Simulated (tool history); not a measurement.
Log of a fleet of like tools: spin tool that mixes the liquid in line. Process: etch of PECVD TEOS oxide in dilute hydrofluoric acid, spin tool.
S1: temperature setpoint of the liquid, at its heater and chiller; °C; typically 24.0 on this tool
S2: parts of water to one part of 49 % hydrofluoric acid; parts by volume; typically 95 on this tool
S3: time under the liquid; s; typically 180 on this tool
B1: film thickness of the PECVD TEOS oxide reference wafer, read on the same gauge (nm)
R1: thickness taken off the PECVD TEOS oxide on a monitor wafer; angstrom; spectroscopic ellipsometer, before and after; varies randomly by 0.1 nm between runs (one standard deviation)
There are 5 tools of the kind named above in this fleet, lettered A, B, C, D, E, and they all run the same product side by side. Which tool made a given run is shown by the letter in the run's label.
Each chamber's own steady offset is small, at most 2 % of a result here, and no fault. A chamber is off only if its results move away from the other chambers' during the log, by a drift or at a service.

| run | hour | S1 | S2 | S3 | B1 | R1 |
|---|---|---|---|---|---|---|
| 1D | 7.2 | 24.0 | 95 | 180 | 99.987 | 248.92 |
| 2C | 17.0 | 24.0 | 95 | 180 | 100.010 | 249.68 |
| 3A | 22.8 | 24.0 | 95 | 180 | 100.020 | 251.90 |
| 4E | 33.5 | 24.0 | 95 | 180 | 100.020 | 250.78 |
| 5B | 43.6 | 24.0 | 95 | 180 | 99.987 | 248.03 |
| 6A | 51.1 | 24.0 | 95 | 180 | 100.000 | 253.38 |
| 7B | 58.1 | 24.0 | 95 | 180 | 100.010 | 245.71 |
| 8D | 63.0 | 24.0 | 95 | 180 | 99.994 | 248.79 |
| 9C | 73.5 | 24.0 | 95 | 110 | 99.997 | 153.93 |
| 10E | 79.1 | 24.0 | 95 | 110 | 100.000 | 153.47 |
| 11B | 90.5 | 24.0 | 95 | 110 | 99.995 | 150.88 |
| 12A | 100.1 | 24.0 | 95 | 110 | 99.996 | 155.71 |
| 13E | 106.1 | 24.0 | 95 | 110 | 99.997 | 152.64 |
| 14C | 115.4 | 24.0 | 95 | 180 | 100.020 | 252.37 |
| 15D | 123.3 | 24.0 | 95 | 180 | 100.010 | 246.46 |
| 16A | 129.2 | 28.5 | 130 | 180 | 99.986 | 214.68 |
| 17E | 136.2 | 28.5 | 130 | 180 | 99.994 | 208.18 |
| 18C | 144.3 | 28.5 | 130 | 180 | 100.010 | 207.54 |
| 19D | 154.6 | 28.5 | 130 | 180 | 99.994 | 206.01 |
| 20B | 161.1 | 28.5 | 130 | 180 | 99.996 | 204.76 |
| 21B | 169.1 | 24.0 | 95 | 180 | 100.000 | 245.61 |
| 22C | 179.3 | 20.5 | 95 | 180 | 99.971 | 218.20 |
| 23E | 185.0 | 20.5 | 95 | 180 | 99.970 | 217.05 |
| 24D | 195.2 | 20.5 | 95 | 180 | 99.993 | 215.91 |
| 25A | 200.4 | 20.5 | 95 | 180 | 99.998 | 228.62 |
| 26A | 209.6 | 20.5 | 95 | 180 | 99.990 | 226.73 |
| 27C | 220.2 | 24.0 | 95 | 180 | 99.984 | 250.53 |
| 28E | 231.4 | 24.0 | 95 | 180 | 100.010 | 249.36 |
| 29B | 241.0 | 24.0 | 95 | 180 | 99.985 | 246.53 |
| 30D | 252.4 | 24.0 | 95 | 180 | 100.010 | 246.95 |
| 31C | 258.5 | 24.0 | 95 | 180 | 100.000 | 252.52 |
| 32E | 264.9 | 24.0 | 95 | 180 | 100.010 | 251.73 |
| 33D | 273.0 | 24.0 | 95 | 180 | 99.994 | 248.98 |

Is one chamber out of step, is the gauge drifting, or do the chambers differ by no more than their own small offsets? For an off chamber, give its letter and the likeliest cause.

It is chamber A that slowly wanders off from its peers.
Likeliest cause: hydrofluoric acid flow above the setpoint (%) = 4.07.
With only this log, it may be confused with: liquid hotter than its thermometer reads (K).

Which of the 4 candidates below, each the usual settings with something changed and its results left as question marks, puts chamber A back in line with what the other chambers give on the usual settings?
Maximum distance from the other chambers' mean on the usual settings for a result to count as in line: R1 3.60 angstrom
| 34A-1 | 281.2 | 24.0 | 95 | 185 |  | ? |
| 34A-2 | 281.2 | 24.0 | 95 | 170 |  | ? |
| 34A-3 | 281.2 | 24.0 | 90 | 180 |  | ? |
| 34A-4 | 281.2 | 24.0 | 95 | 175 |  | ? |

The mean the other chambers reach with the usual settings: R1 249.35 angstrom
| run | R1 |
|---|---|
| 34A-1 | 272.13 |
| 34A-2 | 250.06 |
| 34A-3 | 281.04 |
| 34A-4 | 257.42 |
34A-2 is the one that brings the chamber's results back in line with the other chambers.

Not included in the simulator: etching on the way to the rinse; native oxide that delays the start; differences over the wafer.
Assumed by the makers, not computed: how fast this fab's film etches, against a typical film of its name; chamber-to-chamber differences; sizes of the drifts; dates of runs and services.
